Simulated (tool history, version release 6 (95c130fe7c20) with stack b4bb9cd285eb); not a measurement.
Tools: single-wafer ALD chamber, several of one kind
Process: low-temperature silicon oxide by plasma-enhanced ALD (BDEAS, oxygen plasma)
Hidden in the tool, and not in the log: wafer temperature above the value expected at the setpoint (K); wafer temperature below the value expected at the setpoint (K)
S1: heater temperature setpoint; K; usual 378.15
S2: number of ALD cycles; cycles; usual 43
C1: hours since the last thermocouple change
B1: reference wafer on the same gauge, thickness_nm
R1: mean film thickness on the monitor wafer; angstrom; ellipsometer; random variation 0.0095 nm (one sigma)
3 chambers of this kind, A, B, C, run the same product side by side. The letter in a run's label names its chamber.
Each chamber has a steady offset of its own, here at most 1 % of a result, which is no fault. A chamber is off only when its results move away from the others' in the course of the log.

run 1A day=0.175 | S1=378.15 S2=43 | C1=807.9 | B1=7.0983 | R1=60.779
run 2B day=0.308 | S1=378.15 S2=43 | C1=421.8 | B1=7.1023 | R1=60.723
run 3C day=0.488 | S1=378.15 S2=43 | C1=940.4 | B1=7.1023 | R1=61.48
run 4C day=0.738 | S1=378.15 S2=43 | C1=946.4 | B1=7.1046 | R1=61.347
run 5B day=0.962 | S1=378.15 S2=43 | C1=437.5 | B1=7.106 | R1=60.76
run 6A day=1.112 | S1=378.15 S2=43 | C1=830.4 | B1=7.1045 | R1=60.812
run 7C day=1.267 | S1=378.15 S2=43 | C1=959.1 | B1=7.1059 | R1=61.549
run 8B day=1.504 | S1=378.15 S2=43 | C1=450.5 | B1=7.1113 | R1=60.777
run 9A day=1.633 | S1=378.15 S2=43 | C1=842.9 | B1=7.1111 | R1=60.933
run 10C day=1.8 | S1=378.15 S2=50 | C1=971.9 | B1=7.112 | R1=71.455
run 11B day=2.021 | S1=378.15 S2=50 | C1=462.9 | B1=7.1178 | R1=70.907
run 12A day=2.254 | S1=378.15 S2=50 | C1=857.8 | B1=7.1126 | R1=70.775
run 13C day=2.438 | S1=378.15 S2=43 | C1=987.2 | B1=7.1181 | R1=61.627
run 14A day=2.679 | S1=378.15 S2=43 | C1=868 | B1=7.1178 | R1=61.013
run 15B day=2.925 | S1=378.15 S2=43 | C1=484.6 | B1=7.1208 | R1=60.776
run 16B day=3.167 | S1=378.15 S2=43 | C1=490.4 | B1=7.1252 | R1=61.18
run 17A day=3.308 | S1=378.15 S2=43 | C1=883.1 | B1=7.1223 | R1=61.074
run 18C day=3.433 | S1=386.15 S2=43 | C1=1011.1 | B1=7.1233 | R1=60.79
run 19C day=3.667 | S1=386.15 S2=43 | C1=1016.7 | B1=7.1249 | R1=60.8
run 20B day=3.792 | S1=386.15 S2=43 | C1=505.4 | B1=7.1275 | R1=60.032
run 21A day=3.917 | S1=378.15 S2=43 | C1=897.7 | B1=7.1285 | R1=60.949
run 22A day=4.042 | S1=378.15 S2=43 | C1=900.7 | B1=7.1279 | R1=61.074
run 23C day=4.279 | S1=378.15 S2=43 | C1=1031.4 | B1=7.1319 | R1=61.764
run 24B day=4.492 | S1=378.15 S2=43 | C1=522.2 | B1=7.1325 | R1=61.084
run 25A day=4.604 | S1=378.15 S2=43 | C1=914.2 | B1=7.1291 | R1=61.035
run 26B day=4.746 | S1=378.15 S2=43 | C1=528.3 | B1=7.1368 | R1=61.093
run 27C day=4.929 | S1=373.15 S2=43 | C1=1047 | B1=7.1337 | R1=62.345
run 28A day=5.096 | S1=373.15 S2=43 | C1=926 | B1=7.1374 | R1=61.522
run 29B day=5.229 | S1=373.15 S2=43 | C1=539.9 | B1=7.1365 | R1=61.528
run 30C day=5.467 | S1=386.15 S2=46 | C1=1059.9 | B1=7.1389 | R1=65.424
run 31B day=5.617 | S1=386.15 S2=46 | C1=549.2 | B1=7.1393 | R1=64.499
run 32A day=5.758 | S1=386.15 S2=46 | C1=941.9 | B1=7.1401 | R1=64.377
run 33C day=6 | S1=378.15 S2=43 | C1=1072.7 | B1=7.1398 | R1=61.741
run 34A day=6.221 | S1=378.15 S2=43 | C1=953 | B1=7.1462 | R1=61.161
run 35B day=6.371 | S1=378.15 S2=43 | C1=567.3 | B1=7.1456 | R1=61.114

Is one chamber off against the others, does the gauge drift, or is nothing wrong? If a chamber is off, say which, and what the likeliest cause is.

The gauge drifts, so all chambers seem to drift together. No chamber is off.
Cause: gauge reads high (%) = 0.642.
